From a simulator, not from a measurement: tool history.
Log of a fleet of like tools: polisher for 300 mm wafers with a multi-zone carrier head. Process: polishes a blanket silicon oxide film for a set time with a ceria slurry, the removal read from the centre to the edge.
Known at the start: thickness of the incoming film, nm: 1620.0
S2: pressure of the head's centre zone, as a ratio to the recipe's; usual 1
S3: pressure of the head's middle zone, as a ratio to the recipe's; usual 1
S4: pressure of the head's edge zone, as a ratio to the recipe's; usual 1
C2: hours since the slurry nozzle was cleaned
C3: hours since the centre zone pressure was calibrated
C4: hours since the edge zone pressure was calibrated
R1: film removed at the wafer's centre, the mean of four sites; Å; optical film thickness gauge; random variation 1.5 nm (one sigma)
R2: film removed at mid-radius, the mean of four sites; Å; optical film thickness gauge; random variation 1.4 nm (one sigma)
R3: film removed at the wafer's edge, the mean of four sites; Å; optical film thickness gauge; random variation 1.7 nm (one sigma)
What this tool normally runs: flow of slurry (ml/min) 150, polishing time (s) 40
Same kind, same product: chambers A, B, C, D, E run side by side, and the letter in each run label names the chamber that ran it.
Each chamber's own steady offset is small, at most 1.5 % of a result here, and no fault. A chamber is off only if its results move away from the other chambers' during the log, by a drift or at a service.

run 1B hour=9.8 | flow_of_slurry_(ml/min)=150 S2=1 S3=1 S4=1 polishing_time_(s)=40 | wafers_polished_on_this_pad=613 C2=540 C3=352.3 C4=999.9 | R1=2208 R2=2218 R3=2159.5
-- hour=13 chamber E: worn pad replaced by a new one
run 2A hour=16.6 | flow_of_slurry_(ml/min)=150 S2=1 S3=1 S4=1 polishing_time_(s)=40 | wafers_polished_on_this_pad=333 C2=48.8 C3=920.4 C4=295.4 | R1=2160.5 R2=2189.6 R3=2156.8
run 3C hour=22.1 | flow_of_slurry_(ml/min)=150 S2=1 S3=1 S4=1 polishing_time_(s)=40 | wafers_polished_on_this_pad=809 C2=493.5 C3=346.6 C4=390.7 | R1=2173.9 R2=2234.7 R3=2198.3
-- hour=24.6 chamber A: centre zone pressure recalibrated
run 4E hour=26.9 | flow_of_slurry_(ml/min)=150 S2=1 S3=1 S4=1 polishing_time_(s)=40 | wafers_polished_on_this_pad=256 C2=256.7 C3=436.9 C4=1195.2 | R1=2179.9 R2=2196.4 R3=2220.9
-- hour=28.7 chamber E: slurry nozzle cleaned
-- hour=30.9 chamber D: worn pad replaced by a new one
run 5D hour=35.4 | flow_of_slurry_(ml/min)=150 S2=1 S3=1 S4=1 polishing_time_(s)=40 | wafers_polished_on_this_pad=84 C2=133 C3=748.4 C4=434.1 | R1=2203.9 R2=2220.7 R3=2215.3
run 6A hour=44 | flow_of_slurry_(ml/min)=150 S2=1 S3=1 S4=1 polishing_time_(s)=40 | wafers_polished_on_this_pad=839 C2=76.2 C3=19.4 C4=322.8 | R1=2174 R2=2196.9 R3=2211.4
-- hour=49.5 chamber E: centre zone pressure recalibrated
run 7C hour=51.9 | flow_of_slurry_(ml/min)=150 S2=1 S3=1 S4=1 polishing_time_(s)=40 | wafers_polished_on_this_pad=1359 C2=523.3 C3=376.4 C4=420.5 | R1=2206.9 R2=2192 R3=2236.5
-- hour=55.8 chamber C: worn pad replaced by a new one
run 8E hour=58.7 | flow_of_slurry_(ml/min)=150 S2=0.93 S3=1 S4=1 polishing_time_(s)=40 | wafers_polished_on_this_pad=844 C2=30 C3=9.3 C4=1227 | R1=2019.7 R2=2187.5 R3=2192.4
run 9B hour=67.4 | flow_of_slurry_(ml/min)=150 S2=0.93 S3=1 S4=1 polishing_time_(s)=40 | wafers_polished_on_this_pad=1677 C2=597.6 C3=409.9 C4=1057.5 | R1=2030.1 R2=2232 R3=2216.2
-- hour=72 chamber B: edge zone pressure recalibrated
run 10D hour=76.4 | flow_of_slurry_(ml/min)=150 S2=0.93 S3=1 S4=1 polishing_time_(s)=40 | wafers_polished_on_this_pad=841 C2=174 C3=789.4 C4=475.1 | R1=2031.2 R2=2223.1 R3=2146.3
-- hour=77.6 chamber A: worn pad replaced by a new one
-- hour=84 chamber E: worn pad replaced by a new one
run 11C hour=84 | flow_of_slurry_(ml/min)=150 S2=0.93 S3=1 S4=1 polishing_time_(s)=40 | wafers_polished_on_this_pad=522 C2=555.4 C3=408.5 C4=452.6 | R1=2070.3 R2=2210.9 R3=2184.4
run 12A hour=88.7 | flow_of_slurry_(ml/min)=150 S2=0.93 S3=1 S4=1 polishing_time_(s)=40 | wafers_polished_on_this_pad=206 C2=120.9 C3=64.1 C4=367.5 | R1=2014.3 R2=2218.4 R3=2224.8
run 13B hour=93.7 | flow_of_slurry_(ml/min)=150 S2=1 S3=1 S4=1 polishing_time_(s)=40 | wafers_polished_on_this_pad=2163 C2=623.9 C3=436.2 C4=21.8 | R1=2194.7 R2=2207.1 R3=2208.7
run 14E hour=100.9 | flow_of_slurry_(ml/min)=150 S2=1 S3=1 S4=1 polishing_time_(s)=40 | wafers_polished_on_this_pad=313 C2=72.2 C3=51.5 C4=1269.2 | R1=2172.4 R2=2186.4 R3=2220.8
-- hour=108.1 chamber D: worn pad replaced by a new one
run 15D hour=109.4 | flow_of_slurry_(ml/min)=150 S2=1 S3=1 S4=1 polishing_time_(s)=40 | wafers_polished_on_this_pad=25 C2=207 C3=822.4 C4=508.1 | R1=2165.5 R2=2209.6 R3=2203.4
-- hour=114.1 chamber B: slurry nozzle cleaned
run 16D hour=118.3 | flow_of_slurry_(ml/min)=150 S2=1 S3=1 S4=1 polishing_time_(s)=40 | wafers_polished_on_this_pad=190 C2=215.9 C3=831.3 C4=517 | R1=2172 R2=2240.3 R3=2170.2
run 17B hour=123.1 | flow_of_slurry_(ml/min)=150 S2=1 S3=1 S4=1 polishing_time_(s)=40 | wafers_polished_on_this_pad=2706 C2=9 C3=465.6 C4=51.2 | R1=2156.5 R2=2172.7 R3=2175.9
-- hour=128.2 chamber C: worn pad replaced by a new one
run 18C hour=129.8 | flow_of_slurry_(ml/min)=150 S2=1 S3=1 S4=1 polishing_time_(s)=40 | wafers_polished_on_this_pad=29 C2=601.2 C3=454.3 C4=498.4 | R1=2202.9 R2=2208.8 R3=2191.3
run 19A hour=135.3 | flow_of_slurry_(ml/min)=150 S2=1 S3=1 S4=1 polishing_time_(s)=40 | wafers_polished_on_this_pad=1066 C2=167.5 C3=110.7 C4=414.1 | R1=2183.7 R2=2192 R3=2155.4
run 20E hour=142 | flow_of_slurry_(ml/min)=150 S2=1 S3=1 S4=1 polishing_time_(s)=40 | wafers_polished_on_this_pad=1073 C2=113.3 C3=92.6 C4=1310.3 | R1=2191.4 R2=2193.9 R3=2218.5
run 21B hour=148.5 | flow_of_slurry_(ml/min)=150 S2=1 S3=1 S4=1 polishing_time_(s)=40 | wafers_polished_on_this_pad=3175 C2=34.4 C3=491 C4=76.6 | R1=2142.5 R2=2175.2 R3=2164.8
-- hour=149.6 chamber E: worn pad replaced by a new one
-- hour=155.5 chamber A: worn pad replaced by a new one
run 22D hour=156.4 | flow_of_slurry_(ml/min)=150 S2=1 S3=1 S4=1 polishing_time_(s)=40 | wafers_polished_on_this_pad=893 C2=254 C3=869.4 C4=555.1 | R1=2195.4 R2=2200.9 R3=2174.7
run 23A hour=166.5 | flow_of_slurry_(ml/min)=150 S2=1 S3=1 S4=1 polishing_time_(s)=40 | wafers_polished_on_this_pad=203 C2=198.7 C3=141.9 C4=445.3 | R1=2169.1 R2=2183.8 R3=2231.7
run 24E hour=176.3 | flow_of_slurry_(ml/min)=150 S2=1 S3=1 S4=1 polishing_time_(s)=40 | wafers_polished_on_this_pad=493 C2=147.6 C3=126.9 C4=1344.6 | R1=2168.8 R2=2211.6 R3=2210.4
run 25C hour=182.3 | flow_of_slurry_(ml/min)=150 S2=1 S3=1 S4=1 polishing_time_(s)=40 | wafers_polished_on_this_pad=999 C2=653.7 C3=506.8 C4=550.9 | R1=2176.3 R2=2188 R3=2204.4
-- hour=183.7 chamber D: worn pad replaced by a new one
run 26D hour=187 | flow_of_slurry_(ml/min)=150 S2=1 S3=1 S4=0.91 polishing_time_(s)=40 | wafers_polished_on_this_pad=61 C2=284.6 C3=900 C4=585.7 | R1=2199.5 R2=2209.3 R3=2108.2
-- hour=187.6 chamber C: worn pad replaced by a new one
run 27B hour=192.1 | flow_of_slurry_(ml/min)=150 S2=1 S3=1 S4=0.91 polishing_time_(s)=40 | wafers_polished_on_this_pad=3980 C2=78 C3=534.6 C4=120.2 | R1=2131 R2=2165.5 R3=2041.9
run 28C hour=202.4 | flow_of_slurry_(ml/min)=150 S2=1 S3=1 S4=0.91 polishing_time_(s)=40 | wafers_polished_on_this_pad=274 C2=673.8 C3=526.9 C4=571 | R1=2201.2 R2=2213.3 R3=2104
run 29E hour=210.7 | flow_of_slurry_(ml/min)=150 S2=1 S3=1 S4=0.91 polishing_time_(s)=40 | wafers_polished_on_this_pad=1129 C2=182 C3=161.3 C4=1379 | R1=2172.3 R2=2184.8 R3=2090.9
-- hour=213.9 chamber E: worn pad replaced by a new one
run 30A hour=221.1 | flow_of_slurry_(ml/min)=150 S2=1 S3=1 S4=0.91 polishing_time_(s)=40 | wafers_polished_on_this_pad=1212 C2=253.3 C3=196.5 C4=499.9 | R1=2174.4 R2=2203.2 R3=2094.5
-- hour=225.6 chamber A: worn pad replaced by a new one
run 31E hour=231.6 | flow_of_slurry_(ml/min)=150 S2=1 S3=1 S4=1 polishing_time_(s)=40 | wafers_polished_on_this_pad=327 C2=202.9 C3=182.2 C4=1399.9 | R1=2200.7 R2=2222.2 R3=2195
run 32A hour=241.1 | flow_of_slurry_(ml/min)=150 S2=1 S3=1 S4=1 polishing_time_(s)=40 | wafers_polished_on_this_pad=288 C2=273.3 C3=216.5 C4=519.9 | R1=2177.7 R2=2204.9 R3=2182.2
-- hour=247.3 chamber C: slurry nozzle cleaned
run 33C hour=248.6 | flow_of_slurry_(ml/min)=150 S2=1 S3=1 S4=1 polishing_time_(s)=40 | wafers_polished_on_this_pad=1128 C2=1.3 C3=573.1 C4=617.2 | R1=2195.5 R2=2204.9 R3=2197.3
-- hour=251.8 chamber C: worn pad replaced by a new one
run 34B hour=259.5 | flow_of_slurry_(ml/min)=150 S2=1 S3=1 S4=1 polishing_time_(s)=40 | wafers_polished_on_this_pad=5225 C2=145.4 C3=602 C4=187.6 | R1=2058.9 R2=2108.4 R3=2077.1
-- hour=263.6 chamber D: worn pad replaced by a new one
run 35D hour=270 | flow_of_slurry_(ml/min)=150 S2=1 S3=1 S4=1 polishing_time_(s)=40 | wafers_polished_on_this_pad=119 C2=367.6 C3=983 C4=668.7 | R1=2199.7 R2=2202.6 R3=2178.4
run 36D hour=278.7 | flow_of_slurry_(ml/min)=150 S2=1 S3=1 S4=1 polishing_time_(s)=40 | wafers_polished_on_this_pad=280 C2=376.3 C3=991.7 C4=677.4 | R1=2217.5 R2=2182 R3=2185.9
-- hour=285.9 chamber A: worn pad replaced by a new one
-- hour=286.9 chamber E: slurry nozzle cleaned
-- hour=288.5 chamber E: worn pad replaced by a new one
run 37A hour=289 | flow_of_slurry_(ml/min)=150 S2=1 S3=1.09 S4=1 polishing_time_(s)=40 | wafers_polished_on_this_pad=58 C2=321.2 C3=264.4 C4=567.8 | R1=2175.4 R2=2379.3 R3=2194.3
run 38C hour=296.7 | flow_of_slurry_(ml/min)=150 S2=1 S3=1.09 S4=1 polishing_time_(s)=40 | wafers_polished_on_this_pad=830 C2=49.4 C3=621.2 C4=665.3 | R1=2203.2 R2=2377.3 R3=2171.1
run 39E hour=304.7 | flow_of_slurry_(ml/min)=150 S2=1 S3=1.09 S4=1 polishing_time_(s)=40 | wafers_polished_on_this_pad=300 C2=17.8 C3=255.3 C4=1473 | R1=2178.9 R2=2342.3 R3=2186.2
run 40B hour=311.7 | flow_of_slurry_(ml/min)=150 S2=1 S3=1.09 S4=1 polishing_time_(s)=40 | wafers_polished_on_this_pad=6190 C2=197.6 C3=654.2 C4=239.8 | R1=2038.6 R2=2225.3 R3=2044.8
run 41E hour=320.1 | flow_of_slurry_(ml/min)=150 S2=1 S3=1.09 S4=1 polishing_time_(s)=40 | wafers_polished_on_this_pad=584 C2=33.2 C3=270.7 C4=1488.4 | R1=2200.1 R2=2346.9 R3=2182.4
-- hour=320.4 chamber D: edge zone pressure recalibrated
-- hour=323.3 chamber D: centre zone pressure recalibrated
-- hour=326.2 chamber C: worn pad replaced by a new one
run 42D hour=331 | flow_of_slurry_(ml/min)=150 S2=1 S3=1 S4=1 polishing_time_(s)=40 | wafers_polished_on_this_pad=1246 C2=428.6 C3=7.8 C4=10.6 | R1=2185.9 R2=2183 R3=2189.5
run 43C hour=337.6 | flow_of_slurry_(ml/min)=150 S2=1 S3=1 S4=1 polishing_time_(s)=40 | wafers_polished_on_this_pad=211 C2=90.3 C3=662.1 C4=706.2 | R1=2201.4 R2=2212.7 R3=2215.6
run 44B hour=345.4 | flow_of_slurry_(ml/min)=150 S2=1 S3=1 S4=1 polishing_time_(s)=40 | wafers_polished_on_this_pad=6812 C2=231.3 C3=687.9 C4=273.5 | R1=2007.2 R2=2049.5 R3=2001.6

Next, every chamber runs the same settings. What will each give?
run 45A hour=353.2 | flow_of_slurry_(ml/min)=150 S2=1 S3=1 S4=1 polishing_time_(s)=40 | R1=? R2=? R3=?
run 45B hour=353.2 | flow_of_slurry_(ml/min)=150 S2=1 S3=1 S4=1 polishing_time_(s)=40 | R1=? R2=? R3=?
run 45C hour=353.2 | flow_of_slurry_(ml/min)=150 S2=1 S3=1 S4=1 polishing_time_(s)=40 | R1=? R2=? R3=?
run 45D hour=353.2 | flow_of_slurry_(ml/min)=150 S2=1 S3=1 S4=1 polishing_time_(s)=40 | R1=? R2=? R3=?
run 45E hour=353.2 | flow_of_slurry_(ml/min)=150 S2=1 S3=1 S4=1 polishing_time_(s)=40 | R1=? R2=? R3=?

run=45A R1=2161.8 R2=2220.7 R3=2217.7
run=45B R1=2020.3 R2=2056.1 R3=2019.4
run=45C R1=2202.2 R2=2203.1 R3=2180.2
run=45D R1=2173.6 R2=2167.7 R3=2207.5
run=45E R1=2189.2 R2=2177.7 R3=2227.6
